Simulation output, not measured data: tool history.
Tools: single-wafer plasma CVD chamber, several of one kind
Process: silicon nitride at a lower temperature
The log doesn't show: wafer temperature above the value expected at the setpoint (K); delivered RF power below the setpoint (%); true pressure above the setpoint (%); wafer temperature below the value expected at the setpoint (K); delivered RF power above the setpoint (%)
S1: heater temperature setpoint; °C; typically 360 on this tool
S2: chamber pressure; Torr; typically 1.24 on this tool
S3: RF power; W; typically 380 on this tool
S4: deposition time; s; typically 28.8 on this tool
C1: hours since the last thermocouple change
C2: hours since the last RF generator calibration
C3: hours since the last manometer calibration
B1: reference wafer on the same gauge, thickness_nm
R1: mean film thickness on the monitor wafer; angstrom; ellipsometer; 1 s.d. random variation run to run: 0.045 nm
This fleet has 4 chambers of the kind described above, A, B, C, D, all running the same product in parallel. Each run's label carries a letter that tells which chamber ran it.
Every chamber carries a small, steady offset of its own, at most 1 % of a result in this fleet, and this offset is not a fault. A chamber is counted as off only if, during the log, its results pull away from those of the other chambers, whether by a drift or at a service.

Run 1C, day 0.450: usual settings; C1 2204.5; C2 1813.7; C3 319.6; B1 33.018. Result: R1 364.19 angstrom.
Run 2D, day 0.892: usual settings; C1 1319.1; C2 693.9; C3 1092.7; B1 33.005. Result: R1 368.21 angstrom.
At day 1.071: chamber C: thermocouple changed; heater temperature recalibrated.
Run 3A, day 1.471: usual settings; C1 529.3; C2 958.0; C3 139.8; B1 33.016. Result: R1 369.04 angstrom.
Run 4B, day 2.054: usual settings; C1 532.0; C2 779.8; C3 1821.3; B1 33.033. Result: R1 364.81 angstrom.
Run 5C, day 2.679: usual settings; C1 38.6; C2 1867.2; C3 373.1; B1 33.032. Result: R1 362.81 angstrom.
At day 2.996: chamber C: RF generator calibrated.
Run 6B, day 3.142: usual settings; C1 558.1; C2 805.9; C3 1847.4; B1 33.043. Result: R1 364.89 angstrom.
Run 7D, day 3.462: usual settings; C1 1380.8; C2 755.6; C3 1154.4; B1 33.043. Result: R1 368.44 angstrom.
Run 8A, day 3.971: usual settings but S1 347 °C, S2 1.10 Torr; C1 589.3; C2 1018.0; C3 199.8; B1 33.039. Result: R1 357.52 angstrom.
Run 9A, day 4.292: usual settings but S1 347 °C, S2 1.10 Torr; C1 597.0; C2 1025.7; C3 207.5; B1 33.050. Result: R1 356.81 angstrom.
At day 4.521: chamber D: thermocouple changed; heater temperature recalibrated.
Run 10B, day 4.721: usual settings but S1 347 °C, S2 1.10 Torr; C1 596.0; C2 843.8; C3 1885.3; B1 33.059. Result: R1 354.76 angstrom.
Run 11C, day 5.275: usual settings but S1 347 °C, S2 1.10 Torr; C1 100.9; C2 54.8; C3 435.4; B1 33.069. Result: R1 352.49 angstrom.
Run 12D, day 5.758: usual settings; C1 29.8; C2 810.7; C3 1209.5; B1 33.059. Result: R1 368.14 angstrom.
Run 13C, day 6.071: usual settings; C1 120.0; C2 73.9; C3 454.5; B1 33.065. Result: R1 364.03 angstrom.
Run 14A, day 6.583: usual settings; C1 652.0; C2 1080.7; C3 262.5; B1 33.076. Result: R1 369.28 angstrom.
At day 6.708: chamber B: RF generator calibrated.
Run 15B, day 6.921: usual settings; C1 648.8; C2 5.1; C3 1938.1; B1 33.084. Result: R1 365.65 angstrom.
Run 16D, day 7.296: usual settings but S3 305 W, S4 23.2 s; C1 66.7; C2 847.6; C3 1246.4; B1 33.081. Result: R1 257.96 angstrom.
Run 17D, day 7.950: usual settings but S3 305 W, S4 23.2 s; C1 82.4; C2 863.3; C3 1262.1; B1 33.099. Result: R1 258.35 angstrom.
Run 18C, day 8.567: usual settings but S3 305 W, S4 23.2 s; C1 179.9; C2 133.8; C3 514.4; B1 33.108. Result: R1 254.83 angstrom.
At day 8.925: chamber D: RF generator calibrated.
Run 19B, day 8.983: usual settings but S3 305 W, S4 23.2 s; C1 698.3; C2 54.6; C3 1987.6; B1 33.100. Result: R1 256.02 angstrom.
Run 20A, day 9.392: usual settings; C1 719.4; C2 1148.1; C3 329.9; B1 33.111. Result: R1 370.10 angstrom.
Run 21A, day 9.738: usual settings; C1 727.7; C2 1156.4; C3 338.2; B1 33.112. Result: R1 369.70 angstrom.
At day 10.121: chamber B: capacitance manometer re-zeroed and calibrated.
Run 22B, day 10.208: usual settings; C1 727.7; C2 84.0; C3 2.2; B1 33.114. Result: R1 365.52 angstrom.
Run 23D, day 10.833: usual settings; C1 151.6; C2 45.9; C3 1331.3; B1 33.131. Result: R1 368.73 angstrom.
Run 24C, day 11.429: usual settings; C1 248.6; C2 202.5; C3 583.1; B1 33.130. Result: R1 363.67 angstrom.
Run 25A, day 12.112: usual settings; C1 784.7; C2 1213.4; C3 395.2; B1 33.133. Result: R1 370.82 angstrom.
Run 26D, day 12.533: usual settings but S1 372 °C, S3 310 W; C1 192.4; C2 86.7; C3 1372.1; B1 33.144. Result: R1 323.01 angstrom.
Run 27B, day 13.046: usual settings but S1 372 °C, S3 310 W; C1 795.8; C2 152.1; C3 70.3; B1 33.146. Result: R1 319.38 angstrom.
Run 28C, day 13.675: usual settings but S1 372 °C, S3 310 W; C1 302.5; C2 256.4; C3 637.0; B1 33.165. Result: R1 319.00 angstrom.

Is one chamber off against the others, does the gauge drift, or is nothing wrong? If a chamber is off, say which, and what the likeliest cause is.

The gauge drifts, so all chambers seem to drift together. No chamber is off.
Cause: gauge reads high (%) = 0.509.

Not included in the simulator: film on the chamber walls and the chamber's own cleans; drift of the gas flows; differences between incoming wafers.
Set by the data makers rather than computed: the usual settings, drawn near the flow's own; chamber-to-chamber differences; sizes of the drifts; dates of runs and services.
